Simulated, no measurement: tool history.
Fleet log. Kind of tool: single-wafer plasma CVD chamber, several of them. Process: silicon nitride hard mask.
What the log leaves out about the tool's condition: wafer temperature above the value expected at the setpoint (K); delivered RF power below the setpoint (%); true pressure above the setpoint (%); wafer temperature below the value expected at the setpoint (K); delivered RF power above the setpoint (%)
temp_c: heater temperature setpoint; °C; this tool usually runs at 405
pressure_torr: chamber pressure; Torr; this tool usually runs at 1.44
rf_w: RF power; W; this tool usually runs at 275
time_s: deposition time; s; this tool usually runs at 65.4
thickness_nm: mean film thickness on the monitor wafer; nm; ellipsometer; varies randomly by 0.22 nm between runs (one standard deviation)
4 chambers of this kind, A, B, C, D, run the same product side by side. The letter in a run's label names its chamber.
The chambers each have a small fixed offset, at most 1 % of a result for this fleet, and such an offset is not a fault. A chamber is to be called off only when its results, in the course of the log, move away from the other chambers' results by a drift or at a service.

run	hour	temp_c	pressure_torr	rf_w	time_s	hours since the last thermocouple change	hours since the last RF generator calibration	hours since the last manometer calibration	read-back reference wafer on the same gauge, thickness_nm	thickness_nm
1A	4.1	405	1.44	275	65.4	1698.7	1418.8	816.5	79.49	68.254
# hour 4.4: chamber A: thermocouple changed; heater temperature recalibrated
2B	7.5	405	1.44	275	65.4	884.3	231.3	432.1	79.483	69.05
3D	11.3	405	1.44	275	65.4	364.3	1044.4	1423.1	79.445	68.427
4C	14.3	405	1.44	275	65.4	334.9	1022.1	2778.9	79.495	68.217
5B	18.6	405	1.44	275	65.4	895.4	242.4	443.2	79.529	69.16
6A	22.2	405	1.44	275	65.4	17.8	1436.9	834.6	79.544	68.169
7D	27	405	1.44	275	65.4	380	1060.1	1438.8	79.503	68.502
8C	30.2	405	1.44	275	65.4	350.8	1038	2794.8	79.524	68.022
9C	34.8	405	1.44	275	65.4	355.4	1042.6	2799.4	79.51	67.911
10D	38.1	405	1.44	275	65.4	391.1	1071.2	1449.9	79.443	68.324
11B	40.9	405	1.44	275	65.4	917.7	264.7	465.5	79.584	69.15
12A	45.5	405	1.44	275	65.4	41.1	1460.2	857.9	79.485	68.217
13D	48.6	405	1.44	275	65.4	401.6	1081.7	1460.4	79.507	68.347
14B	51.6	405	1.44	275	65.4	928.4	275.4	476.2	79.581	69.466
15A	53.7	405	1.44	275	65.4	49.3	1468.4	866.1	79.495	68.186
16C	56.7	393	1.44	325	65.4	377.3	1064.5	2821.3	79.515	76.355
17D	59.7	393	1.44	325	65.4	412.7	1092.8	1471.5	79.54	76.415
18C	63.5	393	1.44	325	65.4	384.1	1071.3	2828.1	79.572	76.115
19A	67.3	393	1.44	325	65.4	62.9	1482	879.7	79.43	76.224
20B	69.5	405	1.68	315	65.4	946.3	293.3	494.1	79.445	79.11
21B	74.3	405	1.68	315	65.4	951.1	298.1	498.9	79.475	79.043
22C	76.8	405	1.68	315	65.4	397.4	1084.6	2841.4	79.417	78.23
23D	81.5	405	1.68	315	65.4	434.5	1114.6	1493.3	79.556	77.903
24A	83.8	405	1.44	275	65.4	79.4	1498.5	896.2	79.526	67.967
25B	87.6	405	1.44	275	65.4	964.4	311.4	512.2	79.505	69.158

One chamber off, gauge drift, or nothing amiss beyond the chambers' own small offsets? If it is a chamber, which one, and what is the likeliest cause?

Neither any chamber nor the gauge drifts; the chambers differ only by their own small, steady offsets.

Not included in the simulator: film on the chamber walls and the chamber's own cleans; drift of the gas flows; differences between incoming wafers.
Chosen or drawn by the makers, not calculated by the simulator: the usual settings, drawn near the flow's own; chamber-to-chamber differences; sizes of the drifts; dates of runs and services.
